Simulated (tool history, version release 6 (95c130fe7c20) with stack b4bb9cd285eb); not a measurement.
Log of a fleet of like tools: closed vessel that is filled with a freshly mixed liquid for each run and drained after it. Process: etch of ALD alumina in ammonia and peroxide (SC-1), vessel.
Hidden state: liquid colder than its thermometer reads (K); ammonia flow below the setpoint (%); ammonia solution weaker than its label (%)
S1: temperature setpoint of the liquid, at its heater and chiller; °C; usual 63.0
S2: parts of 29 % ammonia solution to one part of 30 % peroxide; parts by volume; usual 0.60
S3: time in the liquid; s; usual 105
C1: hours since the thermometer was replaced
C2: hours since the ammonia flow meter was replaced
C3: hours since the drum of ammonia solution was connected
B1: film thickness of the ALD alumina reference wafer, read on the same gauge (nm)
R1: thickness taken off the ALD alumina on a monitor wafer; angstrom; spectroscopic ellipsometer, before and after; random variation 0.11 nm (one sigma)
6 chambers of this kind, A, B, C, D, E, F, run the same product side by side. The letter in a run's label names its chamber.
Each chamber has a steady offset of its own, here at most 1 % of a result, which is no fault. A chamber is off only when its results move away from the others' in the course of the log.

{"run": "1B", "hour": 13.0, "S1": 63.0, "S2": 0.6, "S3": 105, "C1": 742.2, "C2": 654.3, "C3": 45.8, "B1": 109.98, "R1": 115.22}
{"run": "2A", "hour": 21.7, "S1": 63.0, "S2": 0.6, "S3": 105, "C1": 1083.9, "C2": 580.3, "C3": 382.6, "B1": 109.99, "R1": 114.67}
{"run": "3C", "hour": 33.9, "S1": 63.0, "S2": 0.6, "S3": 105, "C1": 1216.6, "C2": 187.1, "C3": 255.4, "B1": 110.0, "R1": 115.41}
{"run": "4F", "hour": 48.9, "S1": 63.0, "S2": 0.6, "S3": 105, "C1": 1790.6, "C2": 640.1, "C3": 634.6, "B1": 110.0, "R1": 114.85}
{"run": "5D", "hour": 62.8, "S1": 63.0, "S2": 0.6, "S3": 105, "C1": 1640.7, "C2": 264.2, "C3": 265.0, "B1": 110.01, "R1": 114.19}
{"hour": 74.1, "done": "chamber F: new drum of ammonia solution connected"}
{"run": "6E", "hour": 76.6, "S1": 63.0, "S2": 0.6, "S3": 105, "C1": 1084.8, "C2": 646.5, "C3": 208.4, "B1": 109.98, "R1": 114.25}
{"run": "7F", "hour": 86.6, "S1": 63.0, "S2": 0.6, "S3": 105, "C1": 1828.3, "C2": 677.8, "C3": 12.6, "B1": 110.02, "R1": 116.97}
{"run": "8A", "hour": 100.3, "S1": 63.0, "S2": 0.6, "S3": 105, "C1": 1162.5, "C2": 658.9, "C3": 461.2, "B1": 110.03, "R1": 113.36}
{"run": "9E", "hour": 110.9, "S1": 63.0, "S2": 0.6, "S3": 105, "C1": 1119.1, "C2": 680.8, "C3": 242.7, "B1": 109.98, "R1": 114.53}
{"run": "10D", "hour": 122.7, "S1": 63.0, "S2": 0.6, "S3": 105, "C1": 1700.6, "C2": 324.1, "C3": 324.9, "B1": 109.99, "R1": 114.6}
{"run": "11C", "hour": 129.7, "S1": 63.0, "S2": 0.6, "S3": 105, "C1": 1312.4, "C2": 282.9, "C3": 351.2, "B1": 110.01, "R1": 116.04}
{"run": "12B", "hour": 138.8, "S1": 63.0, "S2": 0.6, "S3": 105, "C1": 868.0, "C2": 780.1, "C3": 171.6, "B1": 110.0, "R1": 112.21}
{"run": "13A", "hour": 152.0, "S1": 63.0, "S2": 0.6, "S3": 105, "C1": 1214.2, "C2": 710.6, "C3": 512.9, "B1": 109.96, "R1": 114.87}
{"run": "14B", "hour": 163.3, "S1": 66.5, "S2": 0.6, "S3": 135, "C1": 892.5, "C2": 804.6, "C3": 196.1, "B1": 110.01, "R1": 173.92}
{"run": "15E", "hour": 172.5, "S1": 66.5, "S2": 0.6, "S3": 135, "C1": 1180.7, "C2": 742.4, "C3": 304.3, "B1": 109.99, "R1": 175.6}
{"run": "16D", "hour": 184.3, "S1": 66.5, "S2": 0.6, "S3": 135, "C1": 1762.2, "C2": 385.7, "C3": 386.5, "B1": 109.98, "R1": 175.74}
{"hour": 187.5, "done": "chamber B: thermometer replaced"}
{"run": "17F", "hour": 190.9, "S1": 66.5, "S2": 0.6, "S3": 135, "C1": 1932.6, "C2": 782.1, "C3": 116.9, "B1": 109.99, "R1": 176.16}
{"hour": 201.9, "done": "chamber F: thermometer replaced"}
{"run": "18C", "hour": 205.0, "S1": 66.5, "S2": 0.6, "S3": 135, "C1": 1387.7, "C2": 358.2, "C3": 426.5, "B1": 110.01, "R1": 177.49}
{"run": "19A", "hour": 212.8, "S1": 66.5, "S2": 0.6, "S3": 135, "C1": 1275.0, "C2": 771.4, "C3": 573.7, "B1": 110.01, "R1": 174.95}
{"run": "20F", "hour": 221.7, "S1": 63.0, "S2": 0.35, "S3": 85, "C1": 19.8, "C2": 812.9, "C3": 147.7, "B1": 109.99, "R1": 87.351}
{"hour": 229.0, "done": "chamber D: new drum of ammonia solution connected"}
{"run": "21B", "hour": 234.4, "S1": 63.0, "S2": 0.35, "S3": 85, "C1": 46.9, "C2": 875.7, "C3": 267.2, "B1": 110.0, "R1": 87.939}
{"hour": 237.3, "done": "chamber B: ammonia flow meter replaced"}
{"run": "22D", "hour": 245.4, "S1": 63.0, "S2": 0.35, "S3": 85, "C1": 1823.3, "C2": 446.8, "C3": 16.5, "B1": 110.01, "R1": 88.794}
{"run": "23C", "hour": 255.4, "S1": 63.0, "S2": 0.35, "S3": 85, "C1": 1438.1, "C2": 408.6, "C3": 476.9, "B1": 110.0, "R1": 88.727}
{"run": "24E", "hour": 268.5, "S1": 63.0, "S2": 0.35, "S3": 85, "C1": 1276.7, "C2": 838.4, "C3": 400.3, "B1": 109.98, "R1": 88.814}
{"run": "25F", "hour": 283.1, "S1": 63.0, "S2": 0.35, "S3": 85, "C1": 81.2, "C2": 874.3, "C3": 209.1, "B1": 109.99, "R1": 89.529}
{"run": "26E", "hour": 294.2, "S1": 63.0, "S2": 0.6, "S3": 105, "C1": 1302.4, "C2": 864.1, "C3": 426.0, "B1": 110.0, "R1": 112.43}
{"run": "27D", "hour": 305.5, "S1": 63.0, "S2": 0.6, "S3": 105, "C1": 1883.4, "C2": 506.9, "C3": 76.6, "B1": 110.0, "R1": 114.36}
{"run": "28C", "hour": 318.3, "S1": 63.0, "S2": 0.6, "S3": 125, "C1": 1501.0, "C2": 471.5, "C3": 539.8, "B1": 110.0, "R1": 137.61}
{"run": "29B", "hour": 328.0, "S1": 63.0, "S2": 0.6, "S3": 125, "C1": 140.5, "C2": 90.7, "C3": 360.8, "B1": 110.0, "R1": 137.43}
{"run": "30A", "hour": 335.6, "S1": 63.0, "S2": 0.6, "S3": 125, "C1": 1397.8, "C2": 894.2, "C3": 696.5, "B1": 109.99, "R1": 134.67}
{"run": "31C", "hour": 342.1, "S1": 63.0, "S2": 0.6, "S3": 125, "C1": 1524.8, "C2": 495.3, "C3": 563.6, "B1": 110.0, "R1": 136.43}
{"run": "32F", "hour": 353.5, "S1": 63.0, "S2": 0.6, "S3": 125, "C1": 151.6, "C2": 944.7, "C3": 279.5, "B1": 110.01, "R1": 138.11}
{"hour": 366.0, "done": "chamber C: new drum of ammonia solution connected"}
{"run": "33E", "hour": 366.5, "S1": 63.0, "S2": 0.6, "S3": 125, "C1": 1374.7, "C2": 936.4, "C3": 498.3, "B1": 109.99, "R1": 136.15}
{"run": "34B", "hour": 373.6, "S1": 63.0, "S2": 0.6, "S3": 105, "C1": 186.1, "C2": 136.3, "C3": 406.4, "B1": 110.0, "R1": 113.41}
{"run": "35D", "hour": 382.9, "S1": 63.0, "S2": 0.6, "S3": 105, "C1": 1960.8, "C2": 584.3, "C3": 154.0, "B1": 110.0, "R1": 114.59}
{"run": "36A", "hour": 395.9, "S1": 63.0, "S2": 0.6, "S3": 105, "C1": 1458.1, "C2": 954.5, "C3": 756.8, "B1": 109.99, "R1": 113.82}
{"run": "37D", "hour": 404.0, "S1": 63.0, "S2": 0.6, "S3": 105, "C1": 1981.9, "C2": 605.4, "C3": 175.1, "B1": 109.99, "R1": 113.2}
{"run": "38E", "hour": 418.9, "S1": 63.0, "S2": 0.6, "S3": 105, "C1": 1427.1, "C2": 988.8, "C3": 550.7, "B1": 109.99, "R1": 113.71}
{"run": "39F", "hour": 426.3, "S1": 63.0, "S2": 0.6, "S3": 105, "C1": 224.4, "C2": 1017.5, "C3": 352.3, "B1": 109.99, "R1": 114.65}
{"hour": 431.6, "done": "chamber C: ammonia flow meter replaced"}
{"run": "40C", "hour": 440.0, "S1": 63.0, "S2": 0.6, "S3": 105, "C1": 1622.7, "C2": 8.5, "C3": 74.1, "B1": 110.02, "R1": 116.28}
{"run": "41A", "hour": 449.8, "S1": 63.0, "S2": 0.6, "S3": 105, "C1": 1512.0, "C2": 1008.4, "C3": 810.7, "B1": 110.01, "R1": 114.97}
{"hour": 451.1, "done": "chamber A: thermometer replaced"}
{"run": "42B", "hour": 460.9, "S1": 63.0, "S2": 0.6, "S3": 105, "C1": 273.4, "C2": 223.6, "C3": 493.7, "B1": 109.98, "R1": 116.83}
{"run": "43A", "hour": 475.1, "S1": 63.0, "S2": 0.6, "S3": 105, "C1": 24.0, "C2": 1033.7, "C3": 836.0, "B1": 109.98, "R1": 115.58}
{"run": "44E", "hour": 489.4, "S1": 63.0, "S2": 0.6, "S3": 105, "C1": 1497.6, "C2": 1059.3, "C3": 621.2, "B1": 109.99, "R1": 115.44}

Next, every chamber runs the same settings. What will each give?
{"run": "45A", "hour": 500.2, "S1": 58.5, "S2": 0.6, "S3": 105, "R1": "?"}
{"run": "45B", "hour": 500.2, "S1": 58.5, "S2": 0.6, "S3": 105, "R1": "?"}
{"run": "45C", "hour": 500.2, "S1": 58.5, "S2": 0.6, "S3": 105, "R1": "?"}
{"run": "45D", "hour": 500.2, "S1": 58.5, "S2": 0.6, "S3": 105, "R1": "?"}
{"run": "45E", "hour": 500.2, "S1": 58.5, "S2": 0.6, "S3": 105, "R1": "?"}
{"run": "45F", "hour": 500.2, "S1": 58.5, "S2": 0.6, "S3": 105, "R1": "?"}

run=45A R1=91.539
run=45B R1=92.340
run=45C R1=90.920
run=45D R1=91.561
run=45E R1=89.603
run=45F R1=91.734
